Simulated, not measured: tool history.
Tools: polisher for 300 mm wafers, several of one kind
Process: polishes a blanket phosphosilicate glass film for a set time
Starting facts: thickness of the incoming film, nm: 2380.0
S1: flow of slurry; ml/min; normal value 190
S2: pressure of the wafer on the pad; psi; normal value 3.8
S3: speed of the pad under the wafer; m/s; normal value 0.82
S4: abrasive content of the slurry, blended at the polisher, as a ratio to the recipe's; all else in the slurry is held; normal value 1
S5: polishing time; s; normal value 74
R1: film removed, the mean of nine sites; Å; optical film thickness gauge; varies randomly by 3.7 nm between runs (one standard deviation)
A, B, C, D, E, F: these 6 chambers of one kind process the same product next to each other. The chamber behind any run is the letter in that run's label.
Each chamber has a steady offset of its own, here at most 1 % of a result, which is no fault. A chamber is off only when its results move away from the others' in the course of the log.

run,hour,S1,S2,S3,S4,S5,R1
1E,4.8,190,3.8,0.82,1,74,5965.3
2A,9.1,190,3.8,0.82,1,74,5939.7
3C,12.9,190,3.8,0.82,1,74,6013.4
4F,15.5,190,3.8,0.82,1,74,5938.6
5B,18.3,215,2.7,0.82,1,74,4423.2
6D,21.6,215,2.7,0.82,1,74,4316.5
7E,25.4,215,2.7,0.82,1,74,4270.5
8B,30.6,215,2.7,0.82,1,74,4443.8
# hour 30.7: chamber B: worn pad replaced by a new one
# hour 32.4: chamber F: slurry nozzle cleaned
# hour 34.7: chamber D: worn pad replaced by a new one
9C,34.7,215,2.7,0.82,1,74,4355.2
# hour 37.7: chamber A: worn pad replaced by a new one
# hour 37.7: chamber E: head pressure recalibrated
10F,38.1,215,2.7,0.82,1,74,4218.9
11D,40.9,190,3.8,0.82,1,74,5920.4
12A,43.5,190,3.8,0.82,1,74,5937.8
# hour 47.2: chamber F: conditioning disc replaced and pad reconditioned
13D,48.1,190,3.8,0.82,1,74,5910.6
14F,51.4,190,3.8,0.82,1,74,5873.3
15C,54.5,190,3.8,0.82,1,74,6021
16B,59,190,3.8,0.82,1,74,6035.2
# hour 59.8: chamber D: conditioning disc replaced and pad reconditioned
17E,61.4,190,3.8,0.82,1,88,7074.8
18A,63.8,190,3.8,0.82,1,88,7064
# hour 67.2: chamber E: conditioning disc replaced and pad reconditioned
# hour 67.4: chamber C: worn pad replaced by a new one
19D,68.2,190,3.8,0.82,1,88,7125.8
# hour 69.3: chamber E: worn pad replaced by a new one
20B,71.3,190,3.8,0.82,1,88,7157.4
21E,74.6,190,3.8,0.82,1,88,7111.3
# hour 77.3: chamber F: slurry blender recalibrated
22A,79.1,190,3.8,0.82,1,88,7114.4
# hour 80.8: chamber C: conditioning disc replaced and pad reconditioned
23C,82.4,190,3.8,0.82,1,74,6108.8
24F,84.7,190,3.8,0.82,1,74,5754.3
25C,87.5,190,3.8,0.82,1,74,5989.1
# hour 89.1: chamber A: worn pad replaced by a new one
26A,92.6,190,3.8,0.82,1,74,6022.2
# hour 96: chamber D: slurry blender recalibrated
27E,96.9,190,3.8,0.82,1,74,6054.9
# hour 99.1: chamber A: slurry blender recalibrated
# hour 99.4: chamber A: slurry nozzle cleaned
28F,102,190,3.8,0.82,1,74,5740.7
29B,104.3,190,3.8,0.82,1,74,6041.5
30D,106.7,190,3.8,0.82,1,74,5961
# hour 110.8: chamber B: slurry blender recalibrated
31A,111,190,3.8,0.82,1,74,6022.5
32F,116.1,190,3.8,0.82,1,74,5673.8
33E,118.5,190,3.8,0.82,1,74,5966.5
34D,122,190,3.8,0.82,1,74,5964
# hour 123.4: chamber B: worn pad replaced by a new one
35B,126.1,190,3.8,1.04,1.3,74,8253.7
36C,130.7,190,3.8,1.04,1.3,74,8202.9

One chamber off, gauge drift, or nothing amiss beyond the chambers' own small offsets? If it is a chamber, which one, and what is the likeliest cause?

Little by little, chamber F moves away from the other chambers.
Most likely cause: removal rate lost through wear of the pad, % = 6.77.
It could be hard to tell apart here from: head's pressure below its setpoint, %.

Which of the 4 candidates below, each the usual settings with something changed and its results left as question marks, puts chamber F back in line with what the other chambers give on the usual settings?
A result is in line if it is within this distance of the other chambers' mean on the usual settings: R1 130 Å
37F-1,134.4,190,3.8,0.94,1.05,74,?
37F-2,134.4,190,3.8,0.78,1,68,?
37F-3,134.4,190,3.8,0.8,1,70,?
37F-4,134.4,190,3.9,0.84,1,76,?

The other chambers' mean on the usual settings: R1 6004.8 Å
run,R1
37F-1,6383.2
37F-2,4948.7
37F-3,5197.7
37F-4,6021.6
The answer is 37F-4, which returns the chamber to within the allowed miss of the others.
